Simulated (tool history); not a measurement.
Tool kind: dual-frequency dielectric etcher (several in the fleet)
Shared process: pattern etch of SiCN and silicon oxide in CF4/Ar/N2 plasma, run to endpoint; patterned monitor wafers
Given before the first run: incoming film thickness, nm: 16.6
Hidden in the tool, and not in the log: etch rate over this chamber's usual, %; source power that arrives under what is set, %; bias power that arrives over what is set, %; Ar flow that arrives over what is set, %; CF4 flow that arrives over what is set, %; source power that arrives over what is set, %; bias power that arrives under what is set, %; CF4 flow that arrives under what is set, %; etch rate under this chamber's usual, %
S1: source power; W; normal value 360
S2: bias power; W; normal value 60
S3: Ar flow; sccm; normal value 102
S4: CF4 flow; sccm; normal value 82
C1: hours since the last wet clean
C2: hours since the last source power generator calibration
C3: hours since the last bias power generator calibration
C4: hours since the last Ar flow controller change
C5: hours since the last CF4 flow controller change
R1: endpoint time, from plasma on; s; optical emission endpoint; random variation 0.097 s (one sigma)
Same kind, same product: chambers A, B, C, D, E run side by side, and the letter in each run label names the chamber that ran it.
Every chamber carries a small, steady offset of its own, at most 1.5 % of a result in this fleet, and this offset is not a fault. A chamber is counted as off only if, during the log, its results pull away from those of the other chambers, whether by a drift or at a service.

run 1C hour=14.9 | S1=360 S2=60 S3=102 S4=82 | C1=316.8 C2=601.7 C3=1040.2 C4=1669.9 C5=1777.8 | R1=24.856
run 2D hour=26.6 | S1=360 S2=60 S3=102 S4=82 | C1=430.1 C2=967.3 C3=1238.7 C4=949.3 C5=651.9 | R1=24.522
run 3E hour=34.4 | S1=360 S2=60 S3=102 S4=82 | C1=200 C2=213.4 C3=2731.9 C4=2657.2 C5=673 | R1=24.576
run 4A hour=42.7 | S1=360 S2=60 S3=102 S4=82 | C1=405.6 C2=51 C3=1687.4 C4=946.1 C5=3853.4 | R1=24.585
run 5B hour=54.2 | S1=360 S2=60 S3=102 S4=82 | C1=348.6 C2=273.4 C3=512.9 C4=1563.7 C5=2406.5 | R1=24.412
-- hour=61.9 chamber B: wet clean of the chamber
run 6C hour=65.4 | S1=360 S2=60 S3=102 S4=82 | C1=367.3 C2=652.2 C3=1090.7 C4=1720.4 C5=1828.3 | R1=24.712
run 7D hour=79.4 | S1=360 S2=60 S3=102 S4=82 | C1=482.9 C2=1020.1 C3=1291.5 C4=1002.1 C5=704.7 | R1=24.559
-- hour=88.2 chamber D: wet clean of the chamber
run 8B hour=90.1 | S1=320 S2=60 S3=121 S4=82 | C1=28.3 C2=309.3 C3=548.8 C4=1599.6 C5=2442.4 | R1=27.862
run 9E hour=96.5 | S1=320 S2=60 S3=121 S4=82 | C1=262.1 C2=275.5 C3=2794 C4=2719.3 C5=735.1 | R1=28.053
run 10A hour=111.5 | S1=320 S2=60 S3=121 S4=82 | C1=474.4 C2=119.8 C3=1756.2 C4=1014.9 C5=3922.2 | R1=27.846
run 11E hour=120.7 | S1=320 S2=60 S3=121 S4=82 | C1=286.3 C2=299.7 C3=2818.2 C4=2743.5 C5=759.3 | R1=28.192
run 12C hour=131.4 | S1=320 S2=60 S3=121 S4=82 | C1=433.3 C2=718.2 C3=1156.7 C4=1786.4 C5=1894.3 | R1=28.212
run 13A hour=145.6 | S1=360 S2=60 S3=102 S4=82 | C1=508.5 C2=153.9 C3=1790.3 C4=1049 C5=3956.3 | R1=24.413
run 14D hour=155 | S1=360 S2=60 S3=102 S4=82 | C1=66.8 C2=1095.7 C3=1367.1 C4=1077.7 C5=780.3 | R1=24.397
-- hour=160.3 chamber A: wet clean of the chamber
run 15B hour=166.3 | S1=360 S2=60 S3=102 S4=82 | C1=104.5 C2=385.5 C3=625 C4=1675.8 C5=2518.6 | R1=24.476
run 16B hour=173.7 | S1=360 S2=60 S3=102 S4=82 | C1=111.9 C2=392.9 C3=632.4 C4=1683.2 C5=2526 | R1=24.562
run 17C hour=185.1 | S1=360 S2=60 S3=102 S4=82 | C1=487 C2=771.9 C3=1210.4 C4=1840.1 C5=1948 | R1=24.757
-- hour=185.6 chamber E: wet clean of the chamber
run 18E hour=194.9 | S1=360 S2=60 S3=102 S4=82 | C1=9.4 C2=373.9 C3=2892.4 C4=2817.7 C5=833.5 | R1=25.454
run 19D hour=204.8 | S1=360 S2=60 S3=102 S4=82 | C1=116.6 C2=1145.5 C3=1416.9 C4=1127.5 C5=830.1 | R1=24.531
run 20A hour=213.9 | S1=360 S2=60 S3=102 S4=82 | C1=53.6 C2=222.2 C3=1858.6 C4=1117.3 C5=4024.6 | R1=24.447
run 21D hour=226.4 | S1=360 S2=60 S3=102 S4=82 | C1=138.2 C2=1167.1 C3=1438.5 C4=1149.1 C5=851.7 | R1=24.354
run 22C hour=239.1 | S1=360 S2=60 S3=102 S4=82 | C1=541 C2=825.9 C3=1264.4 C4=1894.1 C5=2002 | R1=24.743
run 23A hour=249.4 | S1=360 S2=60 S3=102 S4=82 | C1=89.1 C2=257.7 C3=1894.1 C4=1152.8 C5=4060.1 | R1=24.521
run 24E hour=261.4 | S1=360 S2=60 S3=102 S4=82 | C1=75.9 C2=440.4 C3=2958.9 C4=2884.2 C5=900 | R1=25.466
run 25B hour=268.7 | S1=360 S2=60 S3=102 S4=82 | C1=206.9 C2=487.9 C3=727.4 C4=1778.2 C5=2621 | R1=24.538
run 26D hour=277.9 | S1=360 S2=60 S3=102 S4=82 | C1=189.7 C2=1218.6 C3=1490 C4=1200.6 C5=903.2 | R1=24.6
run 27C hour=290 | S1=360 S2=60 S3=102 S4=82 | C1=591.9 C2=876.8 C3=1315.3 C4=1945 C5=2052.9 | R1=24.783
-- hour=292.2 chamber A: CF4 flow controller replaced
run 28B hour=303.6 | S1=360 S2=60 S3=102 S4=82 | C1=241.8 C2=522.8 C3=762.3 C4=1813.1 C5=2655.9 | R1=24.435
run 29A hour=310.5 | S1=360 S2=60 S3=102 S4=82 | C1=150.2 C2=318.8 C3=1955.2 C4=1213.9 C5=18.4 | R1=24.376
-- hour=322.4 chamber C: wet clean of the chamber
run 30E hour=323.5 | S1=410 S2=60 S3=102 S4=89 | C1=138 C2=502.5 C3=3021 C4=2946.3 C5=962.1 | R1=22.463
run 31C hour=330.9 | S1=410 S2=60 S3=102 S4=89 | C1=8.6 C2=917.7 C3=1356.2 C4=1985.9 C5=2093.8 | R1=21.818
run 32E hour=343.7 | S1=410 S2=60 S3=102 S4=89 | C1=158.2 C2=522.7 C3=3041.2 C4=2966.5 C5=982.3 | R1=22.434
run 33B hour=358.4 | S1=410 S2=60 S3=102 S4=89 | C1=296.6 C2=577.6 C3=817.1 C4=1867.9 C5=2710.7 | R1=21.754
run 34A hour=367.7 | S1=410 S2=60 S3=102 S4=89 | C1=207.4 C2=376 C3=2012.4 C4=1271.1 C5=75.6 | R1=21.455
run 35D hour=381.2 | S1=360 S2=60 S3=125 S4=82 | C1=293 C2=1321.9 C3=1593.3 C4=1303.9 C5=1006.5 | R1=25.51
run 36B hour=392.7 | S1=360 S2=60 S3=125 S4=82 | C1=330.9 C2=611.9 C3=851.4 C4=1902.2 C5=2745 | R1=25.079
run 37D hour=406.6 | S1=360 S2=60 S3=125 S4=82 | C1=318.4 C2=1347.3 C3=1618.7 C4=1329.3 C5=1031.9 | R1=25.392
run 38C hour=419.5 | S1=360 S2=60 S3=125 S4=82 | C1=97.2 C2=1006.3 C3=1444.8 C4=2074.5 C5=2182.4 | R1=25.53
run 39E hour=426.1 | S1=360 S2=60 S3=125 S4=82 | C1=240.6 C2=605.1 C3=3123.6 C4=3048.9 C5=1064.7 | R1=26.295

Is one chamber off against the others, does the gauge drift, or is nothing wrong? If a chamber is off, say which, and what the likeliest cause is.

A service left chamber E off against the others.
Most likely cause: etch rate under this chamber's usual, % = 3.56.

Below are 4 candidate recipes for chamber E's next run, each the usual settings with a change, their results shown as question marks. Which of them brings E's results back in line with what the other chambers give on the usual settings?
Maximum distance from the other chambers' mean on the usual settings for a result to count as in line: R1 0.34 s
run 40E-1 hour=436.7 | S1=360 S2=51 S3=109 S4=76 | R1=?
run 40E-2 hour=436.7 | S1=390 S2=60 S3=102 S4=82 | R1=?
run 40E-3 hour=436.7 | S1=360 S2=55 S3=106 S4=79 | R1=?
run 40E-4 hour=436.7 | S1=370 S2=61 S3=101 S4=82 | R1=?

The mean the other chambers reach with the usual settings: R1 24.561 s
run=40E-1 R1=27.482
run=40E-2 R1=23.743
run=40E-3 R1=26.532
run=40E-4 R1=24.709
40E-4 brings the chamber back in line.
